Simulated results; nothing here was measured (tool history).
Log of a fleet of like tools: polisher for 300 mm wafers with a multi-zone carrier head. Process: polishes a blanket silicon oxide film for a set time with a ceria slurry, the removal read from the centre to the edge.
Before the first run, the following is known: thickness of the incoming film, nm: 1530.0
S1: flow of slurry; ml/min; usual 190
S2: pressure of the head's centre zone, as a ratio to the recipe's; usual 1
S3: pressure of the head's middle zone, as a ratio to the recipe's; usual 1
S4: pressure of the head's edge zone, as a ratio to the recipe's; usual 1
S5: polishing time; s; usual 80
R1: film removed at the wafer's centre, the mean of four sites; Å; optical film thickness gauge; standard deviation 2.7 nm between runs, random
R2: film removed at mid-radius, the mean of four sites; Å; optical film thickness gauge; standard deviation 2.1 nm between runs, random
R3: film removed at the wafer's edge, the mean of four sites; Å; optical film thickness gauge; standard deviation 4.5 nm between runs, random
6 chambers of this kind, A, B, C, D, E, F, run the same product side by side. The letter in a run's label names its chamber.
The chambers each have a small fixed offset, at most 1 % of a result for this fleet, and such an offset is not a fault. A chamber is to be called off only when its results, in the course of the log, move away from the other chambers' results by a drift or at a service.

Run 1F, hour 4.4: usual settings. Result: R1 3029.4 Å, R2 3039.3 Å, R3 2991.2 Å.
Run 2D, hour 9.4: usual settings. Result: R1 3069.8 Å, R2 3093.3 Å, R3 3111.3 Å.
Run 3B, hour 13.3: usual settings. Result: R1 3037.7 Å, R2 3058.3 Å, R3 3025.9 Å.
At hour 14.1: chamber E: centre zone pressure recalibrated.
Run 4A, hour 18.1: usual settings. Result: R1 3044.1 Å, R2 3082.8 Å, R3 3018.2 Å.
At hour 21.3: chamber B: worn pad replaced by a new one.
Run 5E, hour 23.1: usual settings. Result: R1 3053 Å, R2 3036.8 Å, R3 3116.2 Å.
Run 6C, hour 25.9: usual settings. Result: R1 3056.8 Å, R2 3040.6 Å, R3 3085.4 Å.
Run 7A, hour 29.6: usual settings. Result: R1 3029.6 Å, R2 3030.8 Å, R3 3030 Å.
At hour 31.6: chamber F: worn pad replaced by a new one.
Run 8D, hour 33.4: usual settings. Result: R1 3030.1 Å, R2 3101.3 Å, R3 3081.7 Å.
Run 9B, hour 36.9: usual settings. Result: R1 3006.6 Å, R2 3043.7 Å, R3 3049.2 Å.
Run 10F, hour 40.6: usual settings but S3 1.1. Result: R1 3066.1 Å, R2 3323 Å, R3 3077 Å.
At hour 40.8: chamber C: slurry nozzle cleaned.
Run 11E, hour 43.5: usual settings but S3 1.1. Result: R1 3086.5 Å, R2 3320.8 Å, R3 2989.7 Å.
Run 12C, hour 48.4: usual settings but S3 1.1. Result: R1 3048.4 Å, R2 3342.9 Å, R3 2949.5 Å.
At hour 49.2: chamber A: worn pad replaced by a new one.
Run 13A, hour 52.1: usual settings but S3 1.1. Result: R1 3008.6 Å, R2 3376.1 Å, R3 3052.6 Å.
Run 14D, hour 55.2: usual settings but S3 1.1. Result: R1 3039.7 Å, R2 3377.2 Å, R3 3024.7 Å.
Run 15B, hour 60: usual settings but S3 1.1. Result: R1 3031.8 Å, R2 3293.1 Å, R3 2991.7 Å.
At hour 62.9: chamber E: worn pad replaced by a new one.
Run 16F, hour 65: usual settings. Result: R1 3041.7 Å, R2 3044.2 Å, R3 3060 Å.
Run 17E, hour 69.9: usual settings. Result: R1 3043.4 Å, R2 3027.8 Å, R3 3104.8 Å.
Run 18C, hour 74.9: usual settings. Result: R1 3079.7 Å, R2 3013 Å, R3 3030 Å.
Run 19F, hour 78.6: usual settings but S3 0.94. Result: R1 3018.1 Å, R2 2897.5 Å, R3 3060 Å.
At hour 82.3: chamber D: worn pad replaced by a new one.
Run 20B, hour 82.7: usual settings but S3 0.94. Result: R1 2966.5 Å, R2 2827.6 Å, R3 2971.1 Å.
Run 21A, hour 85.3: usual settings but S3 0.94. Result: R1 3053.9 Å, R2 2886.9 Å, R3 3013 Å.
Run 22D, hour 89.9: usual settings but S3 0.94. Result: R1 3100.6 Å, R2 2901.3 Å, R3 3095 Å.
At hour 92.6: chamber B: worn pad replaced by a new one.
Run 23E, hour 94.3: usual settings but S3 0.94. Result: R1 3070.2 Å, R2 2874.7 Å, R3 3111.2 Å.
Run 24C, hour 98: usual settings but S3 0.94. Result: R1 3063.4 Å, R2 2864 Å, R3 3080.5 Å.
Run 25D, hour 102.8: usual settings but S4 1.1, S5 98 s. Result: R1 3784.8 Å, R2 3733.3 Å, R3 3909.2 Å.
Run 26C, hour 106.5: usual settings but S4 1.1, S5 98 s. Result: R1 3778.5 Å, R2 3683.4 Å, R3 3911.2 Å.
Run 27A, hour 109.8: usual settings but S4 1.1, S5 98 s. Result: R1 3689.9 Å, R2 3738.2 Å, R3 3933.8 Å.
Run 28F, hour 113.3: usual settings but S4 1.1, S5 98 s. Result: R1 3703 Å, R2 3748.1 Å, R3 3962.9 Å.
At hour 115.4: chamber C: worn pad replaced by a new one.
Run 29E, hour 115.8: usual settings but S4 1.1, S5 98 s. Result: R1 3730.1 Å, R2 3744.9 Å, R3 3974.6 Å.
Run 30B, hour 120.6: usual settings but S4 1.1, S5 98 s. Result: R1 3580.1 Å, R2 3607.3 Å, R3 3791.6 Å.
Run 31A, hour 126.1: usual settings. Result: R1 3008.7 Å, R2 3022.4 Å, R3 2973.6 Å.
At hour 126.5: chamber F: slurry nozzle cleaned.
At hour 130.7: chamber F: worn pad replaced by a new one.
Run 32B, hour 130.8: usual settings. Result: R1 2837.2 Å, R2 2947.2 Å, R3 2963.8 Å.
At hour 134.9: chamber F: edge zone pressure recalibrated.
Run 33D, hour 135.7: usual settings. Result: R1 3065.4 Å, R2 3099.9 Å, R3 2996.4 Å.
Run 34F, hour 139.7: usual settings. Result: R1 3030.3 Å, R2 3061 Å, R3 3073.1 Å.
Run 35C, hour 143.5: usual settings. Result: R1 3033.7 Å, R2 2999.2 Å, R3 3112.1 Å.
Run 36E, hour 146.1: usual settings but S1 135 ml/min. Result: R1 2889.6 Å, R2 2873.1 Å, R3 2914.1 Å.
At hour 146.9: chamber A: worn pad replaced by a new one.
Run 37E, hour 151.2: usual settings but S1 135 ml/min. Result: R1 2846.1 Å, R2 2859.6 Å, R3 2963.4 Å.
Run 38B, hour 155.1: usual settings but S1 135 ml/min. Result: R1 2600 Å, R2 2675.8 Å, R3 2750.3 Å.
At hour 156.7: chamber D: edge zone pressure recalibrated.
At hour 159.4: chamber D: worn pad replaced by a new one.
Run 39F, hour 159.6: usual settings but S1 135 ml/min. Result: R1 2809.9 Å, R2 2872.5 Å, R3 2928.7 Å.
Run 40C, hour 163.1: usual settings but S1 135 ml/min. Result: R1 2873.7 Å, R2 2821.4 Å, R3 2892.4 Å.
Run 41D, hour 168.5: usual settings but S1 135 ml/min. Result: R1 2828.2 Å, R2 2888.1 Å, R3 2996.2 Å.
Run 42A, hour 173.3: usual settings. Result: R1 3022.9 Å, R2 3029.4 Å, R3 3056.3 Å.

Read the log: is a single chamber off, either drifting away or since a service, is the gauge that measures every chamber drifting, or is nothing wrong beyond small per-chamber offsets? Name any odd chamber and what most likely caused it.

One chamber, B, drifts off from the rest bit by bit.
Most likely cause: slurry flow missing at the pad, % = 31.2.

Here are 4 candidates for chamber B's next run, each the usual settings with a change, their results left as question marks. Which one brings its results back in line with what the others give on the usual settings?
Maximum distance from the other chambers' mean on the usual settings for a result to count as in line: R1 94 Å; R2 74 Å; R3 160 Å
Run 43B-1, hour 177.2: usual settings but S1 195 ml/min, S2 1.02, S5 84 s. Result: R1 ?, R2 ?, R3 ?.
Run 43B-2, hour 177.2: usual settings but S1 185 ml/min, S2 0.98, S5 76 s. Result: R1 ?, R2 ?, R3 ?.
Run 43B-3, hour 177.2: usual settings but S1 185 ml/min, S2 0.97, S4 1.01, S5 73 s. Result: R1 ?, R2 ?, R3 ?.
Run 43B-4, hour 177.2: usual settings but S1 195 ml/min, S2 1.03, S4 0.99, S5 88 s. Result: R1 ?, R2 ?, R3 ?.

Usual-settings mean across the other chambers: R1 3037.3 Å; R2 3047.5 Å; R3 3047.3 Å
  run      R1      R2      R3
43B-1  3044.8  3044.4  3045.6
43B-2  2601.6  2724.2  2733.7
43B-3  2470.5  2616.8  2639.7
43B-4  3224.5  3189.2  3173.6
The right change is 43B-1: it brings the chamber back within the allowed miss of the others.

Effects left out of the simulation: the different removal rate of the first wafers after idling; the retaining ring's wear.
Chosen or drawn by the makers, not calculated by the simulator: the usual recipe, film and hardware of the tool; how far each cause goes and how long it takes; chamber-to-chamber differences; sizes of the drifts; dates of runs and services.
